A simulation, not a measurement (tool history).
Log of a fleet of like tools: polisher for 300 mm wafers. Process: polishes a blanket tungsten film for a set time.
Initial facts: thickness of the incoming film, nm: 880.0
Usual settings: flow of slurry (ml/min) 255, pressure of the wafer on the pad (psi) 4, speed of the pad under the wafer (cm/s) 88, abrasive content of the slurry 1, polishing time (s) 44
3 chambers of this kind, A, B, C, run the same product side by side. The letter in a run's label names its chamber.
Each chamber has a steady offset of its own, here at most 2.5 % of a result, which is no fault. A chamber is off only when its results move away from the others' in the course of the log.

run,hour,flow of slurry (ml/min),pressure of the wafer on the pad (psi),speed of the pad under the wafer (cm/s),abrasive content of the slurry,polishing time (s),film removed (angstrom)
# hour 0.9: chamber A: slurry blender recalibrated
# hour 3.0: chamber A: slurry tank refilled with fresh slurry and peroxide
1A,5.3,255,4,88,1,44,2149.2
# hour 9.0: chamber A: worn pad replaced by a new one
2B,12.1,255,4,88,1,44,2096.3
# hour 12.9: chamber B: worn pad replaced by a new one
3C,17.2,255,4,88,1,44,2134.0
4A,23.8,255,4,88,1,44,2180.9
# hour 27.8: chamber A: head pressure recalibrated
5C,30.7,255,4,88,1,44,2126.5
6B,37.4,255,4,88,1,44,2095.4
7A,43.9,255,4,88,1,44,2125.9
8B,47.5,255,4,88,1,44,2136.7
9C,55.5,255,4,88,1,44,2118.5
# hour 56.1: chamber B: worn pad replaced by a new one
# hour 60.3: chamber C: slurry tank refilled with fresh slurry and peroxide
# hour 62.5: chamber C: worn pad replaced by a new one
10B,63.3,255,4,88,1,44,2100.2
11C,71.0,255,4,88,1,44,2121.4
# hour 75.2: chamber A: worn pad replaced by a new one
12A,75.5,255,4,88,1,31,1528.0
13B,79.5,255,4,88,1,31,1478.5
14C,84.7,255,4,88,1,31,1481.7
# hour 90.8: chamber B: worn pad replaced by a new one
15A,91.7,255,4,88,1,44,2128.2
# hour 94.1: chamber B: slurry blender recalibrated
16B,98.2,255,4,88,1,44,2130.8
# hour 104.7: chamber C: slurry blender recalibrated
17C,106.2,255,4,88,1,44,2107.1
18A,111.5,255,4,88,1,58,2862.4
19B,116.6,255,4,88,1,58,2761.7
# hour 119.8: chamber A: slurry blender recalibrated
20C,122.9,255,4,88,1,58,2791.5
21A,128.9,255,4,88,1,44,2172.9

Next, every chamber runs the same settings. What will each give?
22A,134.8,255,5,88,1,44,?
22B,134.8,255,5,88,1,44,?
22C,134.8,255,5,88,1,44,?

run,film removed (angstrom)
22A,2785.2
22B,2635.4
22C,2659.2
